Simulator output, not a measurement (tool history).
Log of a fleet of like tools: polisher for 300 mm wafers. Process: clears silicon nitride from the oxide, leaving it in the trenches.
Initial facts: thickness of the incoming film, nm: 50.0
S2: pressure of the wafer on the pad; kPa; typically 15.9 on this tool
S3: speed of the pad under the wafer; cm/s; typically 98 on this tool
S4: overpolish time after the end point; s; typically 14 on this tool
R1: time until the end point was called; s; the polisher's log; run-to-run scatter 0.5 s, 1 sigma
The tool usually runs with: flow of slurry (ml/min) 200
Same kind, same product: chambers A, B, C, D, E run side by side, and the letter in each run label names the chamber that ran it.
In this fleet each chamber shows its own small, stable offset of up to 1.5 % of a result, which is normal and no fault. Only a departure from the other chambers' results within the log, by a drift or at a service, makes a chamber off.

{"day": 0.067, "done": "chamber B: worn pad replaced by a new one"}
{"run": "1E", "day": 0.4, "flow of slurry (ml/min)": 200, "S2": 15.9, "S3": 98, "S4": 14, "R1": 57.349}
{"run": "2C", "day": 0.692, "flow of slurry (ml/min)": 200, "S2": 15.9, "S3": 98, "S4": 14, "R1": 57.401}
{"day": 0.946, "done": "chamber B: slurry nozzle cleaned"}
{"run": "3B", "day": 1.029, "flow of slurry (ml/min)": 200, "S2": 15.9, "S3": 98, "S4": 14, "R1": 56.86}
{"day": 1.075, "done": "chamber D: worn pad replaced by a new one"}
{"run": "4D", "day": 1.354, "flow of slurry (ml/min)": 200, "S2": 15.9, "S3": 98, "S4": 14, "R1": 56.576}
{"day": 1.567, "done": "chamber E: worn pad replaced by a new one"}
{"day": 1.712, "done": "chamber A: slurry nozzle cleaned"}
{"run": "5A", "day": 1.854, "flow of slurry (ml/min)": 200, "S2": 15.9, "S3": 98, "S4": 14, "R1": 56.719}
{"day": 2.104, "done": "chamber A: worn pad replaced by a new one"}
{"run": "6C", "day": 2.358, "flow of slurry (ml/min)": 200, "S2": 14.5, "S3": 98, "S4": 14, "R1": 63.4}
{"run": "7E", "day": 2.871, "flow of slurry (ml/min)": 200, "S2": 14.5, "S3": 98, "S4": 14, "R1": 63.72}
{"run": "8B", "day": 3.279, "flow of slurry (ml/min)": 200, "S2": 14.5, "S3": 98, "S4": 14, "R1": 62.831}
{"day": 3.617, "done": "chamber C: worn pad replaced by a new one"}
{"day": 3.621, "done": "chamber B: worn pad replaced by a new one"}
{"run": "9D", "day": 3.738, "flow of slurry (ml/min)": 200, "S2": 14.5, "S3": 98, "S4": 14, "R1": 61.71}
{"day": 4.146, "done": "chamber E: worn pad replaced by a new one"}
{"run": "10A", "day": 4.25, "flow of slurry (ml/min)": 200, "S2": 14.5, "S3": 98, "S4": 14, "R1": 61.628}
{"day": 4.558, "done": "chamber D: worn pad replaced by a new one"}
{"run": "11D", "day": 4.679, "flow of slurry (ml/min)": 200, "S2": 15.9, "S3": 98, "S4": 14, "R1": 56.073}
{"run": "12A", "day": 4.946, "flow of slurry (ml/min)": 200, "S2": 15.9, "S3": 98, "S4": 14, "R1": 57.533}
{"day": 5.275, "done": "chamber C: slurry nozzle cleaned"}
{"run": "13C", "day": 5.333, "flow of slurry (ml/min)": 200, "S2": 15.9, "S3": 98, "S4": 14, "R1": 56.006}
{"run": "14B", "day": 5.675, "flow of slurry (ml/min)": 200, "S2": 15.9, "S3": 98, "S4": 14, "R1": 56.484}
{"day": 5.754, "done": "chamber A: worn pad replaced by a new one"}
{"run": "15E", "day": 6.012, "flow of slurry (ml/min)": 200, "S2": 15.9, "S3": 98, "S4": 14, "R1": 60.178}
{"run": "16A", "day": 6.296, "flow of slurry (ml/min)": 200, "S2": 20.0, "S3": 98, "S4": 20, "R1": 44.868}
{"run": "17C", "day": 6.633, "flow of slurry (ml/min)": 200, "S2": 20.0, "S3": 98, "S4": 20, "R1": 45.386}
{"day": 6.858, "done": "chamber E: worn pad replaced by a new one"}
{"run": "18D", "day": 7.088, "flow of slurry (ml/min)": 200, "S2": 20.0, "S3": 98, "S4": 20, "R1": 44.882}
{"run": "19E", "day": 7.558, "flow of slurry (ml/min)": 200, "S2": 20.0, "S3": 98, "S4": 20, "R1": 48.591}
{"day": 7.65, "done": "chamber B: worn pad replaced by a new one"}
{"run": "20B", "day": 7.892, "flow of slurry (ml/min)": 200, "S2": 20.0, "S3": 98, "S4": 20, "R1": 45.592}
{"day": 7.917, "done": "chamber D: worn pad replaced by a new one"}
{"run": "21D", "day": 8.225, "flow of slurry (ml/min)": 200, "S2": 15.9, "S3": 98, "S4": 14, "R1": 56.431}
{"day": 8.417, "done": "chamber D: slurry nozzle cleaned"}
{"run": "22E", "day": 8.512, "flow of slurry (ml/min)": 200, "S2": 15.9, "S3": 98, "S4": 14, "R1": 62.918}
{"day": 8.521, "done": "chamber C: worn pad replaced by a new one"}
{"day": 8.608, "done": "chamber C: head pressure recalibrated"}
{"run": "23A", "day": 8.95, "flow of slurry (ml/min)": 200, "S2": 15.9, "S3": 98, "S4": 14, "R1": 55.971}
{"day": 9.171, "done": "chamber E: worn pad replaced by a new one"}
{"run": "24B", "day": 9.208, "flow of slurry (ml/min)": 200, "S2": 15.9, "S3": 98, "S4": 14, "R1": 57.435}
{"run": "25C", "day": 9.638, "flow of slurry (ml/min)": 200, "S2": 15.9, "S3": 98, "S4": 14, "R1": 56.458}
{"day": 9.917, "done": "chamber A: worn pad replaced by a new one"}
{"run": "26B", "day": 10.029, "flow of slurry (ml/min)": 200, "S2": 15.9, "S3": 98, "S4": 14, "R1": 57.93}
{"run": "27A", "day": 10.546, "flow of slurry (ml/min)": 200, "S2": 15.9, "S3": 80, "S4": 7, "R1": 70.237}
{"run": "28C", "day": 10.896, "flow of slurry (ml/min)": 200, "S2": 15.9, "S3": 80, "S4": 7, "R1": 69.127}
{"day": 11.246, "done": "chamber D: worn pad replaced by a new one"}
{"run": "29D", "day": 11.317, "flow of slurry (ml/min)": 200, "S2": 15.9, "S3": 80, "S4": 7, "R1": 69.65}
{"run": "30E", "day": 11.708, "flow of slurry (ml/min)": 200, "S2": 15.9, "S3": 80, "S4": 7, "R1": 78.284}

All chambers now run identical settings, listed one chamber a line with results as question marks. What results will each chamber show?
{"run": "31A", "day": 12.075, "flow of slurry (ml/min)": 160, "S2": 15.9, "S3": 98, "S4": 14, "R1": "?"}
{"run": "31B", "day": 12.075, "flow of slurry (ml/min)": 160, "S2": 15.9, "S3": 98, "S4": 14, "R1": "?"}
{"run": "31C", "day": 12.075, "flow of slurry (ml/min)": 160, "S2": 15.9, "S3": 98, "S4": 14, "R1": "?"}
{"run": "31D", "day": 12.075, "flow of slurry (ml/min)": 160, "S2": 15.9, "S3": 98, "S4": 14, "R1": "?"}
{"run": "31E", "day": 12.075, "flow of slurry (ml/min)": 160, "S2": 15.9, "S3": 98, "S4": 14, "R1": "?"}

run=31A R1=58.678
run=31B R1=58.541
run=31C R1=59.775
run=31D R1=57.596
run=31E R1=67.559
